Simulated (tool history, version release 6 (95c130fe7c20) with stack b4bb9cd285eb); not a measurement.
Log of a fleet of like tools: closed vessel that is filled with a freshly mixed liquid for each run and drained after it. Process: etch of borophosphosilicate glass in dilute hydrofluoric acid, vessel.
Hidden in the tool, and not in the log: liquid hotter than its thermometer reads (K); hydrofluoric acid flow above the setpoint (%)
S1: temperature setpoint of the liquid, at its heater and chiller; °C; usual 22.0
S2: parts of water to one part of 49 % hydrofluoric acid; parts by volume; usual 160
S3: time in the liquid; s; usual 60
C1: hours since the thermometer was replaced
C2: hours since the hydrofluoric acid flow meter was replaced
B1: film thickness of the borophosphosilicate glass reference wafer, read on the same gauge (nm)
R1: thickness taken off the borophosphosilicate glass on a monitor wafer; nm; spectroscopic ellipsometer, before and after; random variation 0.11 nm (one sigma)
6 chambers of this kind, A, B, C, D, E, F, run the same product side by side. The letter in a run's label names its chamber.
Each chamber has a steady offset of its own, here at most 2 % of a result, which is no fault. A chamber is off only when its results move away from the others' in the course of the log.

Run 1B, hour 4.3: usual settings; C1 1109.0; C2 1528.0; B1 119.98. Result: R1 13.8480 nm.
Run 2F, hour 9.3: usual settings; C1 125.9; C2 1694.3; B1 120.05. Result: R1 13.5420 nm.
Run 3D, hour 15.7: usual settings; C1 2312.9; C2 110.0; B1 120.01. Result: R1 13.7960 nm.
Run 4E, hour 21.5: usual settings; C1 1011.7; C2 187.2; B1 120.04. Result: R1 13.8710 nm.
Run 5A, hour 24.9: usual settings; C1 1673.4; C2 418.2; B1 119.99. Result: R1 13.7740 nm.
At hour 27.7: chamber D: thermometer replaced.
Run 6C, hour 31.8: usual settings but S1 18.5 °C; C1 239.3; C2 601.9; B1 120.00. Result: R1 11.9180 nm.
Run 7C, hour 36.0: usual settings but S1 18.5 °C; C1 243.5; C2 606.1; B1 120.04. Result: R1 11.9140 nm.
Run 8A, hour 41.1: usual settings but S1 18.5 °C; C1 1689.6; C2 434.4; B1 120.02. Result: R1 12.2420 nm.
Run 9F, hour 45.7: usual settings but S1 18.5 °C; C1 162.3; C2 1730.7; B1 119.98. Result: R1 11.9200 nm.
Run 10D, hour 50.2: usual settings but S1 18.5 °C; C1 22.5; C2 144.5; B1 120.01. Result: R1 12.0020 nm.
Run 11B, hour 54.1: usual settings but S1 18.5 °C; C1 1158.8; C2 1577.8; B1 120.01. Result: R1 11.9950 nm.
Run 12E, hour 59.5: usual settings; C1 1049.7; C2 225.2; B1 119.97. Result: R1 13.8710 nm.
Run 13D, hour 65.4: usual settings; C1 37.7; C2 159.7; B1 120.04. Result: R1 13.8930 nm.
Run 14B, hour 71.6: usual settings; C1 1176.3; C2 1595.3; B1 119.99. Result: R1 13.6560 nm.
Run 15E, hour 77.3: usual settings but S3 75 s; C1 1067.5; C2 243.0; B1 119.95. Result: R1 17.4110 nm.
Run 16C, hour 82.2: usual settings but S3 75 s; C1 289.7; C2 652.3; B1 119.99. Result: R1 17.3780 nm.
Run 17F, hour 85.8: usual settings but S3 75 s; C1 202.4; C2 1770.8; B1 119.99. Result: R1 16.9930 nm.
Run 18A, hour 92.5: usual settings but S3 75 s; C1 1741.0; C2 485.8; B1 119.95. Result: R1 17.1360 nm.
Run 19D, hour 98.6: usual settings but S3 75 s; C1 70.9; C2 192.9; B1 120.01. Result: R1 17.2170 nm.
Run 20C, hour 104.5: usual settings but S3 75 s; C1 312.0; C2 674.6; B1 119.99. Result: R1 17.5640 nm.
Run 21A, hour 109.1: usual settings; C1 1757.6; C2 502.4; B1 120.03. Result: R1 13.6780 nm.
Run 22E, hour 115.3: usual settings; C1 1105.5; C2 281.0; B1 119.96. Result: R1 13.8070 nm.
Run 23F, hour 121.5: usual settings; C1 238.1; C2 1806.5; B1 120.02. Result: R1 13.7840 nm.
Run 24B, hour 126.4: usual settings; C1 1231.1; C2 1650.1; B1 120.00. Result: R1 13.9280 nm.
Run 25F, hour 131.0: usual settings; C1 247.6; C2 1816.0; B1 119.99. Result: R1 13.7160 nm.
Run 26C, hour 136.3: usual settings but S1 26.5 °C, S3 35 s; C1 343.8; C2 706.4; B1 120.00. Result: R1 9.9485 nm.
Run 27B, hour 141.0: usual settings but S1 26.5 °C, S3 35 s; C1 1245.7; C2 1664.7; B1 120.05. Result: R1 9.3564 nm.
Run 28D, hour 145.0: usual settings but S1 26.5 °C, S3 35 s; C1 117.3; C2 239.3; B1 119.99. Result: R1 9.6115 nm.
Run 29A, hour 152.1: usual settings but S1 26.5 °C, S3 35 s; C1 1800.6; C2 545.4; B1 120.03. Result: R1 9.5803 nm.
Run 30E, hour 159.0: usual settings but S1 26.5 °C, S3 35 s; C1 1149.2; C2 324.7; B1 119.99. Result: R1 9.5832 nm.
Run 31D, hour 162.6: usual settings but S1 26.5 °C, S3 35 s; C1 134.9; C2 256.9; B1 119.99. Result: R1 9.6000 nm.
Run 32A, hour 170.1: usual settings; C1 1818.6; C2 563.4; B1 119.97. Result: R1 13.8880 nm.
Run 33E, hour 177.2: usual settings; C1 1167.4; C2 342.9; B1 120.03. Result: R1 13.9890 nm.
Run 34B, hour 180.6: usual settings; C1 1285.3; C2 1704.3; B1 119.99. Result: R1 13.7720 nm.
Run 35C, hour 185.0: usual settings; C1 392.5; C2 755.1; B1 120.01. Result: R1 14.8810 nm.
Run 36F, hour 192.1: usual settings; C1 308.7; C2 1877.1; B1 119.94. Result: R1 13.5570 nm.
Run 37C, hour 197.4: usual settings; C1 404.9; C2 767.5; B1 120.01. Result: R1 15.0020 nm.

Next, every chamber runs the same settings. What will each give?
Run 38A, hour 202.8: usual settings. Result: R1 ?.
Run 38B, hour 202.8: usual settings. Result: R1 ?.
Run 38C, hour 202.8: usual settings. Result: R1 ?.
Run 38D, hour 202.8: usual settings. Result: R1 ?.
Run 38E, hour 202.8: usual settings. Result: R1 ?.
Run 38F, hour 202.8: usual settings. Result: R1 ?.

run       R1
38A  14.0240
38B  13.7250
38C  15.1010
38D  13.7670
38E  13.9320
38F  13.8000
